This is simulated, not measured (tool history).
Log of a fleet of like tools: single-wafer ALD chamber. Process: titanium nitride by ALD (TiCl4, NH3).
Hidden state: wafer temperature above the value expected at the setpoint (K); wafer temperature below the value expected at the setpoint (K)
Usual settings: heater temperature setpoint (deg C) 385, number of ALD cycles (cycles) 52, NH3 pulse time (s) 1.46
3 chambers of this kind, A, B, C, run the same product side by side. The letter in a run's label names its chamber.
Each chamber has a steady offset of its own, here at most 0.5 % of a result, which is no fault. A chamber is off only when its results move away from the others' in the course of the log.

run,hour,heater temperature setpoint (deg C),number of ALD cycles (cycles),NH3 pulse time (s),hours since the last thermocouple change,"read-back reference wafer on the same gauge, thickness_nm",mean film thickness on the monitor wafer (angstrom)
1A,6.5,385,52,1.46,2702.2,0.95997,11.111
2C,16.1,385,52,1.46,1721.5,0.95970,11.109
3B,21.2,385,52,1.46,821.3,0.95978,11.056
4A,27.9,385,52,1.46,2723.6,0.95966,11.058
5B,35.2,385,52,1.46,835.3,0.95908,11.047
6C,42.1,385,52,1.46,1747.5,0.95910,11.118
7A,47.8,385,52,1.46,2743.5,0.95892,11.071
8B,55.4,385,52,1.46,855.5,0.95897,11.065
9C,62.6,385,52,1.46,1768.0,0.95828,11.087
10B,69.1,385,52,1.46,869.2,0.95842,11.041
11C,77.5,385,52,1.46,1782.9,0.95814,11.104
12A,85.4,385,52,1.46,2781.1,0.95820,11.080
13C,92.6,385,52,1.46,1798.0,0.95768,11.109
14B,102.1,385,52,1.46,902.2,0.95752,11.007
15A,110.4,385,52,1.16,2806.1,0.95711,10.898
16B,118.2,385,52,1.16,918.3,0.95676,10.888
17C,126.6,385,52,1.16,1832.0,0.95676,10.923
18A,133.7,376,52,0.90,2829.4,0.95611,10.509
19B,142.5,376,52,0.90,942.6,0.95670,10.476
20C,149.9,376,52,0.90,1855.3,0.95603,10.521
21A,154.5,385,52,1.46,2850.2,0.95624,11.069
22A,161.5,385,52,1.46,2857.2,0.95526,11.049
23B,167.6,385,56,1.46,967.7,0.95546,11.874
24C,173.8,385,56,1.46,1879.2,0.95574,11.926
25C,179.2,385,56,1.46,1884.6,0.95604,11.946
26A,186.4,374,52,1.46,2882.1,0.95561,10.898
27B,193.4,374,52,1.46,993.5,0.95473,10.864
# hour 193.8: chamber A: thermocouple changed; heater temperature recalibrated
28B,202.7,374,52,1.46,1002.8,0.95496,10.852
29A,211.0,385,52,1.46,17.2,0.95462,11.026
30C,216.4,385,52,1.46,1921.8,0.95439,11.050
31C,223.4,385,57,1.71,1928.8,0.95459,12.198
32A,229.4,385,57,1.71,35.6,0.95396,12.214
33B,236.1,385,57,1.71,1036.2,0.95395,12.172
34C,241.1,385,52,1.46,1946.5,0.95385,11.039
35A,250.3,385,52,1.46,56.5,0.95392,11.023
36B,255.0,385,52,1.46,1055.1,0.95379,10.998
37B,261.3,385,58,1.97,1061.4,0.95365,12.483
38C,266.0,385,58,1.97,1971.4,0.95357,12.519

Next, every chamber runs the same settings. What will each give?
39A,273.3,385,52,1.46,,,?
39B,273.3,385,52,1.46,,,?
39C,273.3,385,52,1.46,,,?

run,mean film thickness on the monitor wafer (angstrom)
39A,10.998
39B,10.977
39C,11.039

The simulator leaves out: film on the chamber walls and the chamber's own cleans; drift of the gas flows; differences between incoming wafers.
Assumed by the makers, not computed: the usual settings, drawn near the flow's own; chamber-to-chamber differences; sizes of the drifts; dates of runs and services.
